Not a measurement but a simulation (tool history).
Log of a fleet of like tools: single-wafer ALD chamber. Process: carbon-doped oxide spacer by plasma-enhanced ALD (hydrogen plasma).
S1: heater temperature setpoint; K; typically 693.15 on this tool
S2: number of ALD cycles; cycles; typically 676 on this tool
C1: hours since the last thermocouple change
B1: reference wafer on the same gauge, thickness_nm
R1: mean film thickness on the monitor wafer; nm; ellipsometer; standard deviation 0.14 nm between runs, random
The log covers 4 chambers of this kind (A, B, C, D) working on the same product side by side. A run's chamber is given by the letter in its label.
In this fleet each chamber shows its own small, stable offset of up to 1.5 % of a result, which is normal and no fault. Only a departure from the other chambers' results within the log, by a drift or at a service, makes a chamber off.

Run 1C, day 0.438: usual settings; C1 165.7; B1 26.694. Result: R1 31.907 nm.
Run 2B, day 0.696: usual settings; C1 2645.9; B1 26.682. Result: R1 31.777 nm.
Run 3A, day 1.004: usual settings; C1 134.9; B1 26.722. Result: R1 31.719 nm.
Run 4D, day 1.375: usual settings; C1 1826.9; B1 26.696. Result: R1 31.427 nm.
Run 5C, day 1.779: usual settings but S1 682.15 K; C1 197.9; B1 26.708. Result: R1 33.231 nm.
Run 6A, day 2.054: usual settings but S1 682.15 K; C1 160.1; B1 26.709. Result: R1 32.984 nm.
Run 7D, day 2.367: usual settings but S1 682.15 K; C1 1850.7; B1 26.713. Result: R1 32.656 nm.
Run 8B, day 2.888: usual settings but S1 682.15 K; C1 2698.5; B1 26.701. Result: R1 33.039 nm.
Run 9C, day 3.408: usual settings; C1 237; B1 26.722. Result: R1 32.087 nm.
Run 10A, day 3.867: usual settings; C1 203.6; B1 26.702. Result: R1 31.994 nm.
Run 11D, day 4.296: usual settings; C1 1897; B1 26.687. Result: R1 31.36 nm.
Run 12B, day 4.704: usual settings but S1 683.15 K, S2 716 cycles; C1 2742.1; B1 26.69. Result: R1 34.872 nm.
Run 13A, day 5.179: usual settings but S1 683.15 K, S2 716 cycles; C1 235.1; B1 26.717. Result: R1 34.343 nm.
Run 14C, day 5.729: usual settings but S1 683.15 K, S2 716 cycles; C1 292.7; B1 26.709. Result: R1 34.972 nm.
Run 15D, day 6.258: usual settings but S1 683.15 K, S2 716 cycles; C1 1944.1; B1 26.705. Result: R1 34.372 nm.
Run 16B, day 6.783: usual settings; C1 2792; B1 26.738. Result: R1 31.877 nm.
Run 17C, day 7.271: usual settings; C1 329.7; B1 26.653. Result: R1 31.899 nm.
Run 18D, day 7.658: usual settings; C1 1977.7; B1 26.73. Result: R1 31.462 nm.
Run 19B, day 8.083: usual settings but S1 685.15 K; C1 2823.2; B1 26.75. Result: R1 32.603 nm.
Run 20A, day 8.388: usual settings but S1 685.15 K; C1 312.1; B1 26.706. Result: R1 32.435 nm.
Run 21D, day 8.921: usual settings but S1 685.15 K; C1 2008; B1 26.717. Result: R1 31.942 nm.
Run 22A, day 9.354: usual settings but S1 685.15 K; C1 335.3; B1 26.682. Result: R1 32.611 nm.
Run 23B, day 9.771: usual settings; C1 2863.7; B1 26.726. Result: R1 32.009 nm.
Run 24C, day 10.058: usual settings; C1 396.6; B1 26.718. Result: R1 31.756 nm.
Run 25B, day 10.554: usual settings; C1 2882.5; B1 26.735. Result: R1 31.897 nm.
Run 26C, day 11.075: usual settings; C1 421; B1 26.701. Result: R1 32.017 nm.
Run 27D, day 11.492: usual settings; C1 2069.7; B1 26.706. Result: R1 31.438 nm.
Run 28A, day 11.904: usual settings; C1 396.5; B1 26.721. Result: R1 31.967 nm.
Run 29A, day 12.196: usual settings; C1 403.5; B1 26.691. Result: R1 31.831 nm.
Run 30B, day 12.629: usual settings; C1 2932.3; B1 26.694. Result: R1 31.883 nm.
Run 31D, day 13.004: usual settings; C1 2106; B1 26.701. Result: R1 31.446 nm.
Run 32C, day 13.562: usual settings but S2 779 cycles; C1 480.7; B1 26.686. Result: R1 36.685 nm.
Run 33A, day 14.012: usual settings but S2 779 cycles; C1 447.1; B1 26.664. Result: R1 36.802 nm.
Run 34C, day 14.346: usual settings but S2 779 cycles; C1 499.5; B1 26.696. Result: R1 36.847 nm.
Run 35D, day 14.888: usual settings but S2 779 cycles; C1 2151.2; B1 26.709. Result: R1 36.033 nm.

Which is it: a chamber that has drifted or been left off by a service, a gauge drift common to all chambers, or only each chamber's usual small offset? If a chamber is off, name it and its likeliest cause.

No chamber is off and the gauge is stable; the differences are just each chamber's small, constant offset.

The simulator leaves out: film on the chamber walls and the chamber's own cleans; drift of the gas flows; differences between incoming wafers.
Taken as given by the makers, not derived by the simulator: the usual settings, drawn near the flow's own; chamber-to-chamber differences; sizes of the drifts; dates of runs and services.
